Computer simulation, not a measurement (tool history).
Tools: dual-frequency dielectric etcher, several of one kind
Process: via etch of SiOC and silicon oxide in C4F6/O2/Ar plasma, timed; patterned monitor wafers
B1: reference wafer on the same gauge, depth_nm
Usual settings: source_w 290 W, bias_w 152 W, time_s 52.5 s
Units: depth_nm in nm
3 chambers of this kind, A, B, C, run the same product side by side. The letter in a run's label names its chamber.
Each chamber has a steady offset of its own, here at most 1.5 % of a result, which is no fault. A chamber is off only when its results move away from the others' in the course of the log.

run 1C hour=4.3 | source_w=290 bias_w=152 time_s=52.5 | B1=51.784 | depth_nm=49.645
run 2A hour=8.8 | source_w=290 bias_w=152 time_s=52.5 | B1=51.788 | depth_nm=50.023
run 3B hour=13.8 | source_w=290 bias_w=152 time_s=52.5 | B1=51.781 | depth_nm=49.891
run 4C hour=17.8 | source_w=290 bias_w=152 time_s=52.5 | B1=51.765 | depth_nm=49.688
run 5B hour=23.6 | source_w=330 bias_w=152 time_s=61 | B1=51.758 | depth_nm=61.116
run 6A hour=29.6 | source_w=330 bias_w=152 time_s=61 | B1=51.749 | depth_nm=61.294
run 7B hour=36 | source_w=330 bias_w=152 time_s=61 | B1=51.73 | depth_nm=61.04
run 8C hour=39.9 | source_w=290 bias_w=152 time_s=52.5 | B1=51.706 | depth_nm=49.613
run 9A hour=43.4 | source_w=360 bias_w=152 time_s=45 | B1=51.701 | depth_nm=46.709
run 10A hour=46.9 | source_w=360 bias_w=152 time_s=45 | B1=51.721 | depth_nm=46.671
run 11C hour=52.7 | source_w=360 bias_w=152 time_s=45 | B1=51.696 | depth_nm=46.221
run 12B hour=59.9 | source_w=290 bias_w=152 time_s=52.5 | B1=51.683 | depth_nm=49.926
run 13A hour=63 | source_w=250 bias_w=152 time_s=46 | B1=51.69 | depth_nm=41.468
run 14C hour=67.9 | source_w=250 bias_w=152 time_s=46 | B1=51.676 | depth_nm=40.981
run 15B hour=74 | source_w=250 bias_w=152 time_s=46 | B1=51.674 | depth_nm=41.226
run 16C hour=78.2 | source_w=330 bias_w=152 time_s=43.5 | B1=51.649 | depth_nm=43.179
run 17A hour=82.8 | source_w=330 bias_w=152 time_s=43.5 | B1=51.634 | depth_nm=43.527
run 18B hour=87.9 | source_w=330 bias_w=152 time_s=43.5 | B1=51.63 | depth_nm=43.502
run 19C hour=93.2 | source_w=330 bias_w=152 time_s=52.5 | B1=51.645 | depth_nm=52.136
run 20A hour=99.3 | source_w=330 bias_w=152 time_s=52.5 | B1=51.612 | depth_nm=52.607
run 21B hour=103.8 | source_w=330 bias_w=152 time_s=52.5 | B1=51.613 | depth_nm=52.358
run 22A hour=108.7 | source_w=290 bias_w=152 time_s=52.5 | B1=51.593 | depth_nm=50.011
run 23C hour=115.7 | source_w=290 bias_w=152 time_s=52.5 | B1=51.581 | depth_nm=49.418
run 24B hour=119 | source_w=290 bias_w=152 time_s=52.5 | B1=51.574 | depth_nm=49.809
run 25C hour=124.2 | source_w=290 bias_w=152 time_s=52.5 | B1=51.566 | depth_nm=49.429

What goes on in this fleet: one chamber off, a drifting gauge, or nothing beyond the chambers' own small offsets? Name the chamber and the cause, if any.

The gauge drifts, so all chambers seem to drift together. No chamber is off.
Cause: gauge reads low (%) = 0.472.
